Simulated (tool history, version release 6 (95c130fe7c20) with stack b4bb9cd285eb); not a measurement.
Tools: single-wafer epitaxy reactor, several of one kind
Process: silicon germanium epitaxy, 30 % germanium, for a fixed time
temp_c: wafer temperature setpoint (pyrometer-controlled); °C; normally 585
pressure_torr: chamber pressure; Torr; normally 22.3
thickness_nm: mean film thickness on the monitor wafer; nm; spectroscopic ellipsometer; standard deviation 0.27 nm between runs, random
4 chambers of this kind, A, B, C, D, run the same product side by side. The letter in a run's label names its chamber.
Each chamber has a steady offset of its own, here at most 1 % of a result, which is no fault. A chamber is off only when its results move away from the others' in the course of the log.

run     day  temp_c  pressure_torr  hours since the last pyrometer calibration  hours since the last manometer calibration  read-back reference wafer on the same gauge, thickness_nm  thickness_nm
 1A   0.475     585           22.3                                      1840.8                                       145.5                                                     41.245        46.856
 2B   0.896     585           22.3                                       973.8                                      2023.7                                                     41.178        46.648
 3D   1.158     585           22.3                                      1115.2                                        1494                                                     41.223        46.432
 4C   1.504     585           22.3                                       838.2                                      1294.4                                                     41.223        46.344
 5B   2.017     585           19.6                                      1000.7                                      2050.6                                                     41.222        43.193
 6D     2.4     585           19.6                                        1145                                      1523.8                                                     41.186        43.907
 7C   2.912     585           19.6                                         872                                      1328.2                                                     41.212        43.713
      3.354  -- chamber D: pyrometer calibrated
 8A   3.375     585           19.6                                      1910.4                                       215.1                                                     41.204        44.232
 9D   3.679     585           22.3                                         7.8                                      1554.5                                                     41.198        44.389
      3.883  -- chamber D: capacitance manometer re-zeroed and calibrated
10C   4.154     585           22.3                                       901.8                                        1358                                                      41.18        46.984
11A   4.488     585           22.3                                      1937.1                                       241.8                                                     41.196        46.912
12B   4.838     585           22.3                                      1068.4                                      2118.3                                                     41.238        46.285
13A   5.096     585           22.3                                      1951.7                                       256.4                                                     41.209        46.854
14B   5.454     585           22.3                                      1083.2                                      2133.1                                                     41.154        46.645
15D   5.883     585           22.3                                        60.7                                        48.1                                                     41.179         44.28
16C   6.217     585           22.3                                       951.3                                      1407.5                                                     41.242        46.415
17C   6.462     585           24.2                                       957.2                                      1413.4                                                      41.19         48.02
18A    6.95     585           24.2                                      1996.2                                       300.9                                                     41.193        47.842
19D   7.421     585           24.2                                        97.6                                          85                                                     41.215        46.367
20B   7.675     585           24.2                                      1136.5                                      2186.4                                                     41.212        47.789
21D   8.192     585           22.3                                       116.1                                       103.5                                                     41.237        44.702
22C   8.692     585           22.3                                      1010.7                                      1466.9                                                       41.2        46.209
23B   9.042     585           22.3                                      1169.3                                      2219.2                                                     41.234        45.972
24A   9.475     585           22.3                                      2056.8                                       361.5                                                     41.259        46.397
25C   9.892     585           22.3                                      1039.5                                      1495.7                                                     41.206        46.453
26B  10.329     585           22.3                                      1200.2                                      2250.1                                                     41.176         46.28
27A   10.65     585           22.3                                        2085                                       389.7                                                     41.251        46.846
28D  10.912     585           22.3                                       181.4                                       168.8                                                     41.206        44.642

For the next run the whole fleet of 4 chambers uses the same settings. Give each chamber's results:
29A  11.283     585           22.3                                                                                                                                                                ?
29B  11.283     585           22.3                                                                                                                                                                ?
29C  11.283     585           22.3                                                                                                                                                                ?
29D  11.283     585           22.3                                                                                                                                                                ?

run  thickness_nm
29A        46.321
29B        46.199
29C        46.843
29D        44.565
